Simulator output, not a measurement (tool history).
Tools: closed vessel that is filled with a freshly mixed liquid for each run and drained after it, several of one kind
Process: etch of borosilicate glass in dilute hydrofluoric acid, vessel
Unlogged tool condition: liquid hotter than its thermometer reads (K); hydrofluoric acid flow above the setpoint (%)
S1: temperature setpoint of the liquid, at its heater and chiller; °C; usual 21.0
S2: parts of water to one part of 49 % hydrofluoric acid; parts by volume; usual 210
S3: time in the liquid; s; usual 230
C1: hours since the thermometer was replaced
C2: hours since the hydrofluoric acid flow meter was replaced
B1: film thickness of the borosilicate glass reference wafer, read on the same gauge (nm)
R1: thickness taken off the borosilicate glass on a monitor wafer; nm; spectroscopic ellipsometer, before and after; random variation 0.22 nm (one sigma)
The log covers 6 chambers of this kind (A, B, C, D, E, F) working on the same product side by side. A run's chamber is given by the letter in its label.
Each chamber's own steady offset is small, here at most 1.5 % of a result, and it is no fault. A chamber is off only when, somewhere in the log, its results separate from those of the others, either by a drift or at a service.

| run | day | S1 | S2 | S3 | C1 | C2 | B1 | R1 |
|---|---|---|---|---|---|---|---|---|
| 1B | 0.146 | 21.0 | 210 | 230 | 1250.3 | 506.9 | 90.002 | 45.541 |
| 2E | 0.229 | 21.0 | 210 | 230 | 644.8 | 1823.0 | 90.006 | 45.388 |
| 3D | 0.342 | 21.0 | 210 | 230 | 559.7 | 865.9 | 90.026 | 45.307 |
| 4F | 0.512 | 21.0 | 210 | 230 | 1576.3 | 1569.4 | 89.989 | 44.823 |
| 5A | 0.612 | 21.0 | 210 | 230 | 262.8 | 341.0 | 90.019 | 45.022 |
| 6C | 0.775 | 21.0 | 210 | 110 | 1262.5 | 637.8 | 89.996 | 21.573 |
| 7A | 0.900 | 21.0 | 210 | 110 | 269.7 | 347.9 | 89.991 | 21.459 |
| 8B | 1.017 | 21.0 | 210 | 110 | 1271.2 | 527.8 | 89.993 | 21.504 |
| 9F | 1.183 | 21.0 | 210 | 110 | 1592.4 | 1585.5 | 90.006 | 21.355 |
| 10C | 1.308 | 21.0 | 210 | 110 | 1275.3 | 650.6 | 89.991 | 21.796 |
|  | 1.375 | chamber E: hydrofluoric acid flow meter replaced |
| 11D | 1.467 | 21.0 | 210 | 110 | 586.7 | 892.9 | 90.002 | 21.767 |
| 12E | 1.583 | 21.0 | 210 | 230 | 677.3 | 5.0 | 90.004 | 45.438 |
| 13D | 1.750 | 21.0 | 210 | 230 | 593.5 | 899.7 | 89.987 | 45.368 |
|  | 1.925 | chamber B: hydrofluoric acid flow meter replaced |
| 14E | 1.925 | 21.0 | 210 | 230 | 685.5 | 13.2 | 90.006 | 45.588 |
| 15C | 2.012 | 21.0 | 210 | 230 | 1292.2 | 667.5 | 90.013 | 45.248 |
| 16B | 2.162 | 24.0 | 210 | 230 | 1298.7 | 5.8 | 89.967 | 50.923 |
| 17F | 2.262 | 24.0 | 210 | 230 | 1618.3 | 1611.4 | 90.008 | 50.137 |
| 18A | 2.371 | 24.0 | 210 | 230 | 305.0 | 383.2 | 90.026 | 50.516 |
| 19A | 2.517 | 24.0 | 210 | 230 | 308.5 | 386.7 | 89.996 | 50.972 |
|  | 2.592 | chamber D: hydrofluoric acid flow meter replaced |
| 20F | 2.638 | 24.0 | 210 | 230 | 1627.3 | 1620.4 | 90.013 | 49.753 |
| 21E | 2.746 | 24.0 | 210 | 230 | 705.2 | 32.9 | 90.036 | 51.662 |
| 22C | 2.904 | 25.5 | 120 | 230 | 1313.6 | 688.9 | 89.995 | 103.370 |
| 23B | 3.004 | 25.5 | 120 | 230 | 1318.9 | 26.0 | 89.986 | 104.210 |
| 24D | 3.150 | 25.5 | 120 | 230 | 627.1 | 13.5 | 90.013 | 102.940 |
| 25B | 3.283 | 25.5 | 120 | 230 | 1325.6 | 32.7 | 90.003 | 104.060 |
| 26F | 3.446 | 25.5 | 120 | 230 | 1646.7 | 1639.8 | 90.003 | 102.790 |
| 27D | 3.571 | 25.5 | 120 | 230 | 637.2 | 23.6 | 89.996 | 102.000 |
| 28A | 3.729 | 21.0 | 210 | 230 | 337.6 | 415.8 | 90.008 | 44.817 |
| 29C | 3.912 | 21.0 | 210 | 230 | 1337.8 | 713.1 | 89.996 | 44.705 |
| 30E | 4.062 | 21.0 | 210 | 230 | 736.8 | 64.5 | 89.997 | 47.169 |
| 31C | 4.242 | 21.0 | 210 | 230 | 1345.7 | 721.0 | 90.019 | 45.244 |
| 32E | 4.354 | 21.0 | 210 | 230 | 743.8 | 71.5 | 89.974 | 46.922 |
| 33A | 4.446 | 21.0 | 210 | 230 | 354.8 | 433.0 | 90.012 | 44.783 |
| 34B | 4.533 | 21.0 | 160 | 230 | 1355.6 | 62.7 | 89.979 | 62.238 |
| 35D | 4.629 | 21.0 | 160 | 230 | 662.6 | 49.0 | 90.041 | 62.541 |
| 36F | 4.812 | 21.0 | 160 | 230 | 1679.5 | 1672.6 | 89.987 | 61.571 |

Has any chamber moved away from the others, gradually or after a service, or does the common gauge drift, or do the chambers differ only by their own small steady offsets? State the chamber and the most likely cause if one applies.

It is chamber E that slowly wanders off from its peers.
What lies behind it: liquid hotter than its thermometer reads (K) = 1.45.
From this log alone, it may not be told apart from: hydrofluoric acid flow above the setpoint (%).

Chamber E could run next with any of the 4 candidate recipes listed below; each alters the usual settings, and their results appear as question marks. Which one brings its results back in line with what the other chambers deliver on the usual settings?
In-line tolerance around the mean of the other chambers on the usual settings: R1 0.780 nm
| 37E-1 | 4.950 | 21.5 | 195 | 230 |  |  |  | ? |
| 37E-2 | 4.950 | 21.0 | 220 | 230 |  |  |  | ? |
| 37E-3 | 4.950 | 21.0 | 210 | 245 |  |  |  | ? |
| 37E-4 | 4.950 | 21.0 | 230 | 230 |  |  |  | ? |

What the other chambers average on the usual settings: R1 45.174 nm
| run | R1 |
|---|---|
| 37E-1 | 53.298 |
| 37E-2 | 45.135 |
| 37E-3 | 50.905 |
| 37E-4 | 42.720 |
With 37E-2, the chamber falls back in line with the rest.

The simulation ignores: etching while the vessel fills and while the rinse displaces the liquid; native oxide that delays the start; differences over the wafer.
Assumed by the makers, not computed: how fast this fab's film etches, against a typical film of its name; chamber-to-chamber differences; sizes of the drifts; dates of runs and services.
